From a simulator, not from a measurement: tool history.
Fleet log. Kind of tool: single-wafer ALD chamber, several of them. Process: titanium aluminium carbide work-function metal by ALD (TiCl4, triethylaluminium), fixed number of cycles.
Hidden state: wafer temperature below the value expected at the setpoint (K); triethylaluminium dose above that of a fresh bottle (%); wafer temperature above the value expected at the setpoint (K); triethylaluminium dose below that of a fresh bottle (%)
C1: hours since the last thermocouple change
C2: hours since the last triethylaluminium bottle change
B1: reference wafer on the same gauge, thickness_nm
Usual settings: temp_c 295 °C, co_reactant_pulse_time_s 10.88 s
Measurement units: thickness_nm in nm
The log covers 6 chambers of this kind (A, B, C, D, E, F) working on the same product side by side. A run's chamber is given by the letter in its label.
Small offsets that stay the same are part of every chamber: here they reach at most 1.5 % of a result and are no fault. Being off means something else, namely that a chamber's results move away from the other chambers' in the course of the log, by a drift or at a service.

Run 1D, hour 12.3: usual settings; C1 1224.2; C2 974.1; B1 2.0705. Result: thickness_nm 1.9801 nm.
At hour 23.5: chamber E: thermocouple changed; heater temperature recalibrated.
Run 2C, hour 23.9: usual settings; C1 356; C2 1516.6; B1 2.0705. Result: thickness_nm 1.9837 nm.
Run 3B, hour 34.2: usual settings; C1 1361; C2 841.4; B1 2.069. Result: thickness_nm 2.0072 nm.
Run 4A, hour 49.5: usual settings; C1 579.4; C2 207; B1 2.0714. Result: thickness_nm 1.9727 nm.
Run 5F, hour 62.2: usual settings; C1 996.1; C2 210.3; B1 2.0692. Result: thickness_nm 1.9757 nm.
Run 6E, hour 77.2: usual settings; C1 53.8; C2 584.6; B1 2.0723. Result: thickness_nm 1.9836 nm.
Run 7C, hour 87.2: usual settings; C1 419.3; C2 1579.9; B1 2.068. Result: thickness_nm 1.9899 nm.
Run 8A, hour 102.7: usual settings; C1 632.6; C2 260.2; B1 2.0711. Result: thickness_nm 1.9548 nm.
Run 9B, hour 117.6: usual settings; C1 1444.4; C2 924.8; B1 2.0681. Result: thickness_nm 2.0117 nm.
Run 10F, hour 129.7: usual settings but temp_c 282 °C; C1 1063.6; C2 277.8; B1 2.0697. Result: thickness_nm 1.8586 nm.
Run 11E, hour 137.4: usual settings but temp_c 282 °C; C1 114; C2 644.8; B1 2.0693. Result: thickness_nm 1.8682 nm.
Run 12D, hour 152.1: usual settings but temp_c 282 °C; C1 1364; C2 1113.9; B1 2.0678. Result: thickness_nm 1.8514 nm.
At hour 157.2: chamber D: triethylaluminium bottle replaced.
Run 13F, hour 166.5: usual settings but temp_c 282 °C; C1 1100.4; C2 314.6; B1 2.0686. Result: thickness_nm 1.8471 nm.
Run 14C, hour 175.1: usual settings but temp_c 282 °C; C1 507.2; C2 1667.8; B1 2.07. Result: thickness_nm 1.8778 nm.
Run 15A, hour 182.5: usual settings but temp_c 282 °C; C1 712.4; C2 340; B1 2.0709. Result: thickness_nm 1.8476 nm.
Run 16E, hour 193: usual settings; C1 169.6; C2 700.4; B1 2.0695. Result: thickness_nm 1.9637 nm.
Run 17D, hour 206.7: usual settings; C1 1418.6; C2 49.6; B1 2.0681. Result: thickness_nm 1.9679 nm.
Run 18B, hour 215.7: usual settings; C1 1542.5; C2 1022.9; B1 2.0681. Result: thickness_nm 2.0039 nm.
At hour 217.1: chamber C: triethylaluminium bottle replaced.
Run 19D, hour 226.1: usual settings; C1 1438; C2 69; B1 2.0713. Result: thickness_nm 1.967 nm.
Run 20A, hour 236.7: usual settings; C1 766.6; C2 394.2; B1 2.0673. Result: thickness_nm 1.9568 nm.
Run 21B, hour 250.8: usual settings; C1 1577.6; C2 1058; B1 2.0698. Result: thickness_nm 1.9929 nm.
Run 22F, hour 259.3: usual settings; C1 1193.2; C2 407.4; B1 2.0712. Result: thickness_nm 1.97 nm.
Run 23C, hour 271.3: usual settings; C1 603.4; C2 54.3; B1 2.0714. Result: thickness_nm 2.0135 nm.
Run 24E, hour 280.2: usual settings; C1 256.8; C2 787.6; B1 2.0699. Result: thickness_nm 1.9735 nm.
Run 25A, hour 290.7: usual settings; C1 820.6; C2 448.2; B1 2.0703. Result: thickness_nm 1.9742 nm.
Run 26C, hour 304.6: usual settings; C1 636.7; C2 87.6; B1 2.0694. Result: thickness_nm 1.9957 nm.
Run 27D, hour 315.8: usual settings; C1 1527.7; C2 158.7; B1 2.0704. Result: thickness_nm 1.9693 nm.
Run 28B, hour 330.1: usual settings; C1 1656.9; C2 1137.3; B1 2.067. Result: thickness_nm 1.9929 nm.
Run 29F, hour 345.6: usual settings but co_reactant_pulse_time_s 8.52 s; C1 1279.5; C2 493.7; B1 2.0702. Result: thickness_nm 1.9014 nm.
Run 30E, hour 355.5: usual settings but co_reactant_pulse_time_s 8.52 s; C1 332.1; C2 862.9; B1 2.0698. Result: thickness_nm 1.9168 nm.
Run 31F, hour 370: usual settings but co_reactant_pulse_time_s 8.52 s; C1 1303.9; C2 518.1; B1 2.0692. Result: thickness_nm 1.9095 nm.
Run 32E, hour 379.9: usual settings but co_reactant_pulse_time_s 8.52 s; C1 356.5; C2 887.3; B1 2.0687. Result: thickness_nm 1.9029 nm.
Run 33D, hour 390.3: usual settings but co_reactant_pulse_time_s 8.52 s; C1 1602.2; C2 233.2; B1 2.0699. Result: thickness_nm 1.9166 nm.
Run 34B, hour 403.2: usual settings but co_reactant_pulse_time_s 8.52 s; C1 1730; C2 1210.4; B1 2.0692. Result: thickness_nm 1.9245 nm.
Run 35A, hour 410.8: usual settings but temp_c 300 °C, co_reactant_pulse_time_s 7.52 s; C1 940.7; C2 568.3; B1 2.0695. Result: thickness_nm 1.9079 nm.
Run 36C, hour 423: usual settings but temp_c 300 °C, co_reactant_pulse_time_s 7.52 s; C1 755.1; C2 206; B1 2.0695. Result: thickness_nm 1.9227 nm.
Run 37E, hour 435.6: usual settings but temp_c 300 °C, co_reactant_pulse_time_s 7.52 s; C1 412.2; C2 943; B1 2.0696. Result: thickness_nm 1.9221 nm.
Run 38B, hour 445.9: usual settings but temp_c 300 °C, co_reactant_pulse_time_s 7.52 s; C1 1772.7; C2 1253.1; B1 2.0681. Result: thickness_nm 1.9272 nm.
Run 39C, hour 457.4: usual settings but temp_c 300 °C, co_reactant_pulse_time_s 7.52 s; C1 789.5; C2 240.4; B1 2.07. Result: thickness_nm 1.9261 nm.

All chambers now run identical settings, listed one chamber a line with results as question marks. What results will each chamber show?
Run 40A, hour 468.8: usual settings but temp_c 285 °C. Result: thickness_nm ?.
Run 40B, hour 468.8: usual settings but temp_c 285 °C. Result: thickness_nm ?.
Run 40C, hour 468.8: usual settings but temp_c 285 °C. Result: thickness_nm ?.
Run 40D, hour 468.8: usual settings but temp_c 285 °C. Result: thickness_nm ?.
Run 40E, hour 468.8: usual settings but temp_c 285 °C. Result: thickness_nm ?.
Run 40F, hour 468.8: usual settings but temp_c 285 °C. Result: thickness_nm ?.

run  thickness_nm
40A        1.8685
40B        1.9149
40C        1.9142
40D        1.8836
40E        1.8801
40F        1.8867
